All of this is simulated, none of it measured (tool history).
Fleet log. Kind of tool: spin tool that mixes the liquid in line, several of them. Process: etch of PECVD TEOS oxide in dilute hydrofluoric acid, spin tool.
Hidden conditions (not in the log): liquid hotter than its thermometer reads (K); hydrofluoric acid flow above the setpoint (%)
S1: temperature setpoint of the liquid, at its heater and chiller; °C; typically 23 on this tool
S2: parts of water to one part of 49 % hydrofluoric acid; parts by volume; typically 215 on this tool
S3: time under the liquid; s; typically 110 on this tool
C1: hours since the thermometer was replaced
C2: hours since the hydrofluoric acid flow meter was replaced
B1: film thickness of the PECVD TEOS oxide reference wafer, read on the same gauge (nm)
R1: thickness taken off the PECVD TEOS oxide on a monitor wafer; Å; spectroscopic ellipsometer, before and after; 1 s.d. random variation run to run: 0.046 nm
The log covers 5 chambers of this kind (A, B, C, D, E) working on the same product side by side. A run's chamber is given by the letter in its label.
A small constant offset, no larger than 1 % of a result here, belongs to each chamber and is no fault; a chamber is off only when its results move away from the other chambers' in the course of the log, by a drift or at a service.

run	hour	S1	S2	S3	C1	C2	B1	R1
1E	6.6	23	215	110	131.5	471.8	89.997	77.514
# hour 13.3: chamber E: hydrofluoric acid flow meter replaced
2D	16.6	23	215	110	266.6	483	90.041	78.117
3A	25.4	23	215	110	796.7	509	90.014	77.61
4C	33.9	23	215	110	831.3	1031.8	90	77.83
5B	41.9	23	215	110	130.7	472.5	89.982	77.517
# hour 45.5: chamber C: hydrofluoric acid flow meter replaced
6B	48	23	215	110	136.8	478.6	89.976	77.025
7E	55.6	27.5	145	110	180.5	42.3	90.031	148.11
8A	64.6	27.5	145	110	835.9	548.2	89.977	147.27
9C	74.5	27.5	145	110	871.9	29.1	89.993	146.04
10D	81.3	27.5	145	110	331.3	547.7	89.955	145.03
11E	91.4	27.5	145	110	216.3	78.1	89.995	149.02
12D	97	23	215	110	347	563.4	89.993	77.042
13C	102.7	25.5	140	110	900.1	57.3	89.986	141.51
14A	109.9	25.5	140	110	881.2	593.5	90.003	142.39
15B	116.6	25.5	140	110	205.4	547.2	89.975	140.06
16B	126.4	25.5	140	110	215.2	557	90.005	141.48
17E	132.8	25.5	140	110	257.7	119.5	90.004	142.46
18D	142.3	23	215	110	392.3	608.7	89.99	77.469
# hour 149.8: chamber A: hydrofluoric acid flow meter replaced
19C	152.2	23	215	110	949.6	106.8	90	77.128
20A	158.4	23	215	110	929.7	8.6	89.991	77.932
21A	166.5	23	215	110	937.8	16.7	89.971	77.218
22C	173.7	23	215	110	971.1	128.3	90.028	77.455
23D	183.3	23	215	110	433.3	649.7	89.985	77.784
24B	193.6	23	215	110	282.4	624.2	90.011	76.218
25E	199.3	23	130	70	324.2	186	90.025	89.513
26D	204	23	130	70	454	670.4	89.996	88.206
27B	210.3	23	130	70	299.1	640.9	90.034	88.805
28C	216.7	23	130	70	1014.1	171.3	90.004	90.33
29E	222.3	23	130	70	347.2	209	90.009	89.166
30A	228.1	23	215	110	999.4	78.3	89.996	76.971
31C	235.1	23	215	110	1032.5	189.7	89.998	76.402
32E	244	23	215	110	368.9	230.7	89.989	77.176
33B	250.8	23	215	110	339.6	681.4	89.98	77.141
34A	260.1	23	215	110	1031.4	110.3	89.968	77.628
35D	268.8	23	215	155	518.8	735.2	90.001	108.55
36D	279.1	23	215	155	529.1	745.5	90.034	108.39
37A	286.6	23	215	155	1057.9	136.8	90.021	109.3
38B	294.5	23	215	155	383.3	725.1	90.021	109.2
39C	303.8	23	215	155	1101.2	258.4	90.019	108.14
40E	313.8	23	215	110	438.7	300.5	89.988	77.979
41E	318.9	23	215	110	443.8	305.6	89.96	77.656
42D	325.2	23	215	110	575.2	791.6	89.99	77.202

Predict what each chamber gives when all 5 of them run the settings below next.
43A	332.8	23	215	110				?
43B	332.8	23	215	110				?
43C	332.8	23	215	110				?
43D	332.8	23	215	110				?
43E	332.8	23	215	110				?

run	R1
43A	77.686
43B	77.308
43C	77.702
43D	76.62
43E	78.028
